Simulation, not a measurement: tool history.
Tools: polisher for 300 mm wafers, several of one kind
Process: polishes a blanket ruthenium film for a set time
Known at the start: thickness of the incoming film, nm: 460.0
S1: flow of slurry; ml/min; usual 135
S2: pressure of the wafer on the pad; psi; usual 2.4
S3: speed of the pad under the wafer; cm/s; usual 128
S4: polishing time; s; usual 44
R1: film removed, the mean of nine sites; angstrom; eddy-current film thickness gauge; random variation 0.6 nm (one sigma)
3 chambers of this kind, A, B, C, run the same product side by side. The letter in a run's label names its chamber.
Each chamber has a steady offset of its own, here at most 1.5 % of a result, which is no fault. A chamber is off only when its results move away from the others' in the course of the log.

run 1C day=0.188 | S1=135 S2=2.4 S3=128 S4=44 | R1=673.19
run 2A day=0.417 | S1=135 S2=2.4 S3=128 S4=44 | R1=671.20
-- day=0.450 chamber A: slurry nozzle cleaned
run 3B day=0.517 | S1=135 S2=2.4 S3=128 S4=44 | R1=688.52
run 4C day=0.692 | S1=135 S2=2.4 S3=128 S4=44 | R1=660.61
run 5B day=0.896 | S1=100 S2=2.4 S3=128 S4=44 | R1=640.62
run 6A day=1.067 | S1=100 S2=2.4 S3=128 S4=44 | R1=635.39
run 7B day=1.179 | S1=100 S2=2.4 S3=128 S4=44 | R1=634.79
run 8C day=1.321 | S1=135 S2=1.8 S3=128 S4=44 | R1=502.52
run 9A day=1.508 | S1=135 S2=1.8 S3=128 S4=44 | R1=507.89
run 10C day=1.700 | S1=135 S2=1.8 S3=128 S4=44 | R1=508.08
run 11B day=1.908 | S1=135 S2=2.4 S3=128 S4=44 | R1=699.99
run 12A day=2.121 | S1=135 S2=2.4 S3=128 S4=44 | R1=689.80
run 13A day=2.229 | S1=105 S2=2.4 S3=128 S4=44 | R1=639.43
-- day=2.292 chamber C: worn pad replaced by a new one
run 14C day=2.446 | S1=105 S2=2.4 S3=128 S4=44 | R1=637.27
run 15B day=2.567 | S1=105 S2=2.4 S3=128 S4=44 | R1=690.83
run 16B day=2.704 | S1=135 S2=2.4 S3=128 S4=44 | R1=708.22
run 17C day=2.846 | S1=135 S2=2.4 S3=128 S4=44 | R1=683.87
run 18A day=3.008 | S1=135 S2=2.4 S3=128 S4=51 | R1=796.75
run 19C day=3.171 | S1=135 S2=2.4 S3=128 S4=51 | R1=776.31
-- day=3.312 chamber B: worn pad replaced by a new one
run 20A day=3.396 | S1=135 S2=2.4 S3=128 S4=51 | R1=789.46
run 21B day=3.529 | S1=135 S2=2.4 S3=128 S4=51 | R1=864.97
run 22C day=3.688 | S1=135 S2=2.4 S3=128 S4=51 | R1=781.47
run 23B day=3.804 | S1=135 S2=2.4 S3=128 S4=51 | R1=864.36

All 3 chambers run these settings next. Forecast each chamber's results:
run 24A day=3.967 | S1=160 S2=2.4 S3=128 S4=44 | R1=?
run 24B day=3.967 | S1=160 S2=2.4 S3=128 S4=44 | R1=?
run 24C day=3.967 | S1=160 S2=2.4 S3=128 S4=44 | R1=?

run=24A R1=706.03
run=24B R1=763.05
run=24C R1=690.91

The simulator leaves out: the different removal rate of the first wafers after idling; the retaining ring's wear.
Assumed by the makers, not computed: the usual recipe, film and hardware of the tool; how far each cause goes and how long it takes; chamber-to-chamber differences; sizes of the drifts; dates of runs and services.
